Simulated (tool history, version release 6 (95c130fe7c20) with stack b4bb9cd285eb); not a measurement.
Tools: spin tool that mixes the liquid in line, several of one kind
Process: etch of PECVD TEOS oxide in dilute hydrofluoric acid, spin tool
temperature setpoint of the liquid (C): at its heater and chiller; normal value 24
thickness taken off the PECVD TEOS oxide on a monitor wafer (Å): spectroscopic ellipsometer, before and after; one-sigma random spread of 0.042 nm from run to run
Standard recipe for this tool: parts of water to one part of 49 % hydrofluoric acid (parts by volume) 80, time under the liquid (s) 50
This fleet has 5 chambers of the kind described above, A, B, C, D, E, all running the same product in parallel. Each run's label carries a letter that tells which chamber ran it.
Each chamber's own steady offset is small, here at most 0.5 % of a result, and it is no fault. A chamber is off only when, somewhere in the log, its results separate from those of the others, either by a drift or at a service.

| run | hour | temperature setpoint of the liquid (C) | parts of water to one part of 49 % hydrofluoric acid (parts by volume) | time under the liquid (s) | read-back film thickness of the PECVD TEOS oxide reference wafer, read on the same gauge (nm) | thickness taken off the PECVD TEOS oxide on a monitor wafer (Å) |
|---|---|---|---|---|---|---|
| 1D | 5.4 | 24 | 80 | 50 | 100.04 | 66.222 |
| 2C | 10.5 | 24 | 80 | 50 | 100.02 | 66.096 |
| 3A | 13.9 | 24 | 80 | 50 | 99.991 | 65.622 |
| 4B | 18.1 | 24 | 80 | 50 | 100 | 65.843 |
| 5E | 21.5 | 24 | 80 | 50 | 100.02 | 65.561 |
| 6D | 25.1 | 19.5 | 80 | 50 | 100.01 | 54.887 |
| 7A | 29.8 | 19.5 | 80 | 50 | 99.986 | 54.092 |
| 8C | 33.3 | 19.5 | 80 | 50 | 99.984 | 54.672 |
| 9E | 37.3 | 19.5 | 80 | 50 | 100.04 | 54.359 |
| 10B | 39.9 | 19.5 | 80 | 50 | 100 | 54.724 |
| 11C | 44.2 | 24 | 80 | 50 | 99.982 | 65.954 |
| 12A | 47.5 | 24 | 80 | 50 | 100.02 | 64.456 |
| 13D | 49.9 | 24 | 80 | 50 | 100 | 66.085 |
| 14B | 53.8 | 24 | 80 | 50 | 99.993 | 66.361 |
| 15E | 58.4 | 24 | 80 | 25 | 99.998 | 32.531 |
| 16E | 62.2 | 24 | 80 | 25 | 100.01 | 32.755 |
| 17B | 65.1 | 24 | 80 | 25 | 100.05 | 33.273 |
| 18A | 68.8 | 24 | 80 | 25 | 100.03 | 31.473 |
|  | 72.9 | chamber E: thermometer replaced |
| 19D | 73.9 | 24 | 80 | 25 | 99.987 | 32.838 |
| 20C | 76.3 | 24 | 80 | 50 | 100.01 | 65.574 |
| 21E | 80.4 | 24 | 80 | 50 | 99.943 | 66.242 |
| 22C | 84.7 | 24 | 80 | 50 | 100.02 | 67.168 |
| 23A | 87.3 | 24 | 80 | 50 | 99.98 | 62.149 |
| 24D | 90.4 | 24 | 80 | 50 | 100.03 | 66.231 |
| 25B | 93.8 | 24 | 80 | 50 | 100.04 | 66.32 |
| 26A | 96.5 | 24 | 80 | 50 | 99.99 | 61.244 |
| 27D | 99.2 | 24 | 80 | 50 | 100.01 | 66.182 |
| 28E | 101.5 | 24 | 80 | 50 | 100.02 | 66.251 |
| 29B | 105.5 | 24 | 80 | 50 | 100.01 | 66.012 |
| 30C | 108 | 26.5 | 105 | 50 | 100.03 | 53.519 |
| 31C | 112.1 | 26.5 | 105 | 50 | 100.01 | 53.475 |
| 32E | 115.7 | 26.5 | 105 | 50 | 100 | 53.93 |

Next, every chamber runs the same settings. What will each give?
| 33A | 119.6 | 24 | 80 | 50 |  | ? |
| 33B | 119.6 | 24 | 80 | 50 |  | ? |
| 33C | 119.6 | 24 | 80 | 50 |  | ? |
| 33D | 119.6 | 24 | 80 | 50 |  | ? |
| 33E | 119.6 | 24 | 80 | 50 |  | ? |

| run | thickness taken off the PECVD TEOS oxide on a monitor wafer (Å) |
|---|---|
| 33A | 59.46 |
| 33B | 66.891 |
| 33C | 66.189 |
| 33D | 65.891 |
| 33E | 65.677 |
